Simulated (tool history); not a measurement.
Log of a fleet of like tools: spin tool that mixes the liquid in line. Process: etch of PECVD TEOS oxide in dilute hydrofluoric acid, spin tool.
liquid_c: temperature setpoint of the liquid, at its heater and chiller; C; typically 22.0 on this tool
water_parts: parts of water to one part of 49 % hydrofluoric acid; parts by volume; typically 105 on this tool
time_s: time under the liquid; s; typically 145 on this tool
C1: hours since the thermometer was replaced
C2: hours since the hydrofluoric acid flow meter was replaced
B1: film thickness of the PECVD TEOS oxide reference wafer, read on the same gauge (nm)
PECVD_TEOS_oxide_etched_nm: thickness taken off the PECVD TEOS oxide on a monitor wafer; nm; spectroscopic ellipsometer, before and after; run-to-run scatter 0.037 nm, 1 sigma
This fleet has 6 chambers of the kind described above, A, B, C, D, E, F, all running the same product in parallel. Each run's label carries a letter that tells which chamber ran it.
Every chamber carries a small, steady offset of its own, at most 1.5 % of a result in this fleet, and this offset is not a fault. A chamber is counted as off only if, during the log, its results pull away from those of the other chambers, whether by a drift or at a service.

run 1E hour=3.9 | liquid_c=22.0 water_parts=105 time_s=145 | C1=1261.7 C2=109.3 | B1=40.005 | PECVD_TEOS_oxide_etched_nm=10.7970
run 2F hour=9.7 | liquid_c=22.0 water_parts=105 time_s=145 | C1=1676.5 C2=1279.6 | B1=39.971 | PECVD_TEOS_oxide_etched_nm=10.7160
run 3B hour=13.8 | liquid_c=22.0 water_parts=105 time_s=145 | C1=526.1 C2=207.4 | B1=40.003 | PECVD_TEOS_oxide_etched_nm=10.8150
run 4D hour=20.1 | liquid_c=22.0 water_parts=105 time_s=145 | C1=666.7 C2=74.4 | B1=39.962 | PECVD_TEOS_oxide_etched_nm=10.8440
run 5C hour=26.8 | liquid_c=22.0 water_parts=105 time_s=145 | C1=620.8 C2=1422.7 | B1=40.021 | PECVD_TEOS_oxide_etched_nm=10.8150
run 6A hour=32.6 | liquid_c=22.0 water_parts=105 time_s=145 | C1=858.6 C2=433.8 | B1=40.001 | PECVD_TEOS_oxide_etched_nm=10.8800
run 7C hour=38.1 | liquid_c=22.0 water_parts=105 time_s=145 | C1=632.1 C2=1434.0 | B1=40.007 | PECVD_TEOS_oxide_etched_nm=10.7930
run 8F hour=44.1 | liquid_c=22.0 water_parts=105 time_s=145 | C1=1710.9 C2=1314.0 | B1=39.983 | PECVD_TEOS_oxide_etched_nm=10.7910
run 9B hour=50.5 | liquid_c=22.0 water_parts=105 time_s=145 | C1=562.8 C2=244.1 | B1=40.016 | PECVD_TEOS_oxide_etched_nm=10.8030
run 10D hour=54.7 | liquid_c=22.0 water_parts=105 time_s=145 | C1=701.3 C2=109.0 | B1=40.025 | PECVD_TEOS_oxide_etched_nm=10.8050
run 11A hour=60.5 | liquid_c=22.0 water_parts=105 time_s=145 | C1=886.5 C2=461.7 | B1=40.008 | PECVD_TEOS_oxide_etched_nm=10.8580
run 12E hour=65.1 | liquid_c=22.0 water_parts=105 time_s=145 | C1=1322.9 C2=170.5 | B1=39.969 | PECVD_TEOS_oxide_etched_nm=10.7670
-- hour=67.0 chamber B: thermometer replaced
run 13F hour=68.0 | liquid_c=22.0 water_parts=105 time_s=145 | C1=1734.8 C2=1337.9 | B1=40.026 | PECVD_TEOS_oxide_etched_nm=10.6840
run 14D hour=71.3 | liquid_c=22.0 water_parts=105 time_s=145 | C1=717.9 C2=125.6 | B1=39.983 | PECVD_TEOS_oxide_etched_nm=10.9130
run 15A hour=77.9 | liquid_c=22.0 water_parts=105 time_s=145 | C1=903.9 C2=479.1 | B1=39.983 | PECVD_TEOS_oxide_etched_nm=10.9380
run 16C hour=83.9 | liquid_c=22.0 water_parts=105 time_s=145 | C1=677.9 C2=1479.8 | B1=40.045 | PECVD_TEOS_oxide_etched_nm=10.8330
run 17E hour=86.8 | liquid_c=22.0 water_parts=105 time_s=145 | C1=1344.6 C2=192.2 | B1=40.011 | PECVD_TEOS_oxide_etched_nm=10.8000
run 18B hour=90.4 | liquid_c=22.0 water_parts=105 time_s=145 | C1=23.4 C2=284.0 | B1=40.029 | PECVD_TEOS_oxide_etched_nm=10.8780
run 19E hour=95.9 | liquid_c=22.0 water_parts=105 time_s=145 | C1=1353.7 C2=201.3 | B1=39.994 | PECVD_TEOS_oxide_etched_nm=10.7540
run 20B hour=100.9 | liquid_c=22.0 water_parts=105 time_s=145 | C1=33.9 C2=294.5 | B1=40.018 | PECVD_TEOS_oxide_etched_nm=10.7940
run 21F hour=107.1 | liquid_c=22.0 water_parts=105 time_s=145 | C1=1773.9 C2=1377.0 | B1=39.998 | PECVD_TEOS_oxide_etched_nm=10.7210
run 22D hour=113.6 | liquid_c=22.0 water_parts=105 time_s=145 | C1=760.2 C2=167.9 | B1=40.042 | PECVD_TEOS_oxide_etched_nm=10.8290
run 23C hour=116.6 | liquid_c=22.0 water_parts=105 time_s=145 | C1=710.6 C2=1512.5 | B1=39.973 | PECVD_TEOS_oxide_etched_nm=10.8020
run 24A hour=120.2 | liquid_c=22.0 water_parts=105 time_s=145 | C1=946.2 C2=521.4 | B1=40.009 | PECVD_TEOS_oxide_etched_nm=10.9610
run 25A hour=124.2 | liquid_c=17.0 water_parts=105 time_s=115 | C1=950.2 C2=525.4 | B1=39.975 | PECVD_TEOS_oxide_etched_nm=7.0962
run 26B hour=129.3 | liquid_c=17.0 water_parts=105 time_s=115 | C1=62.3 C2=322.9 | B1=40.027 | PECVD_TEOS_oxide_etched_nm=6.9701
run 27D hour=135.0 | liquid_c=17.0 water_parts=105 time_s=115 | C1=781.6 C2=189.3 | B1=39.994 | PECVD_TEOS_oxide_etched_nm=7.0385
run 28F hour=138.6 | liquid_c=17.0 water_parts=105 time_s=115 | C1=1805.4 C2=1408.5 | B1=40.025 | PECVD_TEOS_oxide_etched_nm=6.9077
run 29E hour=143.6 | liquid_c=17.0 water_parts=105 time_s=115 | C1=1401.4 C2=249.0 | B1=40.021 | PECVD_TEOS_oxide_etched_nm=7.0029
run 30C hour=147.4 | liquid_c=17.0 water_parts=105 time_s=115 | C1=741.4 C2=1543.3 | B1=39.996 | PECVD_TEOS_oxide_etched_nm=6.9883
run 31E hour=150.9 | liquid_c=22.0 water_parts=105 time_s=145 | C1=1408.7 C2=256.3 | B1=39.995 | PECVD_TEOS_oxide_etched_nm=10.8500
run 32F hour=156.5 | liquid_c=22.0 water_parts=105 time_s=145 | C1=1823.3 C2=1426.4 | B1=40.009 | PECVD_TEOS_oxide_etched_nm=10.7160
run 33C hour=162.0 | liquid_c=22.0 water_parts=105 time_s=145 | C1=756.0 C2=1557.9 | B1=40.029 | PECVD_TEOS_oxide_etched_nm=10.8470
run 34A hour=168.1 | liquid_c=22.0 water_parts=105 time_s=145 | C1=994.1 C2=569.3 | B1=40.016 | PECVD_TEOS_oxide_etched_nm=10.9330
run 35B hour=172.0 | liquid_c=22.0 water_parts=105 time_s=145 | C1=105.0 C2=365.6 | B1=40.005 | PECVD_TEOS_oxide_etched_nm=10.8830
run 36D hour=176.2 | liquid_c=22.0 water_parts=105 time_s=145 | C1=822.8 C2=230.5 | B1=40.003 | PECVD_TEOS_oxide_etched_nm=10.8960
run 37A hour=181.8 | liquid_c=22.0 water_parts=105 time_s=145 | C1=1007.8 C2=583.0 | B1=40.007 | PECVD_TEOS_oxide_etched_nm=10.9960
run 38F hour=187.4 | liquid_c=22.0 water_parts=105 time_s=145 | C1=1854.2 C2=1457.3 | B1=39.990 | PECVD_TEOS_oxide_etched_nm=10.7290
run 39C hour=191.5 | liquid_c=22.0 water_parts=105 time_s=145 | C1=785.5 C2=1587.4 | B1=40.010 | PECVD_TEOS_oxide_etched_nm=10.8390
run 40D hour=194.4 | liquid_c=22.0 water_parts=105 time_s=145 | C1=841.0 C2=248.7 | B1=39.962 | PECVD_TEOS_oxide_etched_nm=10.8540
run 41B hour=199.3 | liquid_c=18.5 water_parts=105 time_s=100 | C1=132.3 C2=392.9 | B1=39.975 | PECVD_TEOS_oxide_etched_nm=6.4779

Next, all 6 chambers run the settings below, one line each with question marks for the results. What does each chamber give?
run 42A hour=204.1 | liquid_c=22.0 water_parts=105 time_s=145 | PECVD_TEOS_oxide_etched_nm=?
run 42B hour=204.1 | liquid_c=22.0 water_parts=105 time_s=145 | PECVD_TEOS_oxide_etched_nm=?
run 42C hour=204.1 | liquid_c=22.0 water_parts=105 time_s=145 | PECVD_TEOS_oxide_etched_nm=?
run 42D hour=204.1 | liquid_c=22.0 water_parts=105 time_s=145 | PECVD_TEOS_oxide_etched_nm=?
run 42E hour=204.1 | liquid_c=22.0 water_parts=105 time_s=145 | PECVD_TEOS_oxide_etched_nm=?
run 42F hour=204.1 | liquid_c=22.0 water_parts=105 time_s=145 | PECVD_TEOS_oxide_etched_nm=?

run=42A PECVD_TEOS_oxide_etched_nm=10.9300
run=42B PECVD_TEOS_oxide_etched_nm=10.8440
run=42C PECVD_TEOS_oxide_etched_nm=10.8670
run=42D PECVD_TEOS_oxide_etched_nm=10.7910
run=42E PECVD_TEOS_oxide_etched_nm=10.7930
run=42F PECVD_TEOS_oxide_etched_nm=10.6920
